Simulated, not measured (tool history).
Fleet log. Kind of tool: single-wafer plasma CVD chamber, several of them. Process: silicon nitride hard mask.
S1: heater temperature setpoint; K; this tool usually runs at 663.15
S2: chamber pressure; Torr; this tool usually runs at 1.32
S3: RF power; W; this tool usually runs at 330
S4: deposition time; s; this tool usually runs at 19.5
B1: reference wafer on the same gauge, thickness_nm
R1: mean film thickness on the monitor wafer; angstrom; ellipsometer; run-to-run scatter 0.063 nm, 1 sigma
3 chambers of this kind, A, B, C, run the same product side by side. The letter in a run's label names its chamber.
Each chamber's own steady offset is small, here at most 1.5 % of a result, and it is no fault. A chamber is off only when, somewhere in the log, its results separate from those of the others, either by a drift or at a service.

run	day	S1	S2	S3	S4	B1	R1
1B	0.329	663.15	1.32	330	19.5	20.295	226.51
2C	0.662	663.15	1.32	330	19.5	20.303	228.88
3A	1.154	663.15	1.32	330	19.5	20.289	229.09
4A	1.525	663.15	1.32	330	19.5	20.295	229.93
5B	1.95	663.15	1.32	330	19.5	20.313	225.86
6C	2.546	663.15	1.32	330	19.5	20.3	228.81
7A	3.179	663.15	1.32	330	19.5	20.306	229.3
8C	3.512	663.15	1.32	330	19.5	20.298	228.17
9B	3.996	663.15	1.32	330	19.5	20.3	226.96
10C	4.529	663.15	1.32	330	19.5	20.289	226.92
11A	4.875	663.15	1.32	330	19.5	20.295	229.32
12B	5.471	663.15	1.32	330	19.5	20.3	225.82
13C	6.079	663.15	1.32	330	19.5	20.303	227.3
14B	6.454	663.15	1.32	330	19.5	20.29	226.17
15A	6.733	663.15	1.32	330	19.5	20.298	229.67
16A	7.05	663.15	1.32	330	19.5	20.295	230.32
17C	7.454	663.15	1.32	330	19.5	20.302	225.86
# day 7.625: chamber A: capacitance manometer re-zeroed and calibrated
18B	8.033	663.15	1.32	330	19.5	20.296	226.1
19A	8.371	663.15	1.32	330	19.5	20.293	230.48
20B	8.721	663.15	1.32	275	19.5	20.305	200.45
21C	9.125	663.15	1.32	275	19.5	20.301	199.81
22C	9.517	663.15	1.32	275	19.5	20.313	200.11
23A	10.142	663.15	1.32	330	19.5	20.297	229.49
24B	10.708	663.15	1.32	330	19.5	20.316	227.84
25C	11.229	663.15	1.32	330	19.5	20.292	224.91
26A	11.675	674.15	1.32	330	19.5	20.309	228.85
27B	12.225	674.15	1.32	330	19.5	20.314	225.44
28B	12.508	674.15	1.32	330	19.5	20.294	225.66
29A	12.854	663.15	1.32	330	19.5	20.306	229.14
30C	13.133	663.15	1.43	330	21.6	20.295	253.78
31B	13.5	663.15	1.43	330	21.6	20.298	258.17

Which is it: a chamber that has drifted or been left off by a service, a gauge drift common to all chambers, or only each chamber's usual small offset? If a chamber is off, name it and its likeliest cause.

One chamber, C, drifts off from the rest bit by bit.
Cause: delivered RF power below the setpoint (%) = 3.46.
It could be hard to tell apart here from: true pressure below the setpoint (%).

Below are 4 candidate recipes for chamber C's next run, each the usual settings with a change, their results shown as question marks. Which of them brings C's results back in line with what the other chambers give on the usual settings?
A result is in line if it is within this distance of the other chambers' mean on the usual settings: R1 2.2 angstrom
32C-1	13.958	663.15	1.32	320	19.5		?
32C-2	13.958	663.15	1.32	330	19.6		?
32C-3	13.958	663.15	1.32	335	19.8		?
32C-4	13.958	663.15	1.32	330	19.4		?

The mean the other chambers reach with the usual settings: R1 228.02 angstrom
run	R1
32C-1	218.84
32C-2	224.45
32C-3	228.99
32C-4	222.17
The right change is 32C-3: it brings the chamber back within the allowed miss of the others.
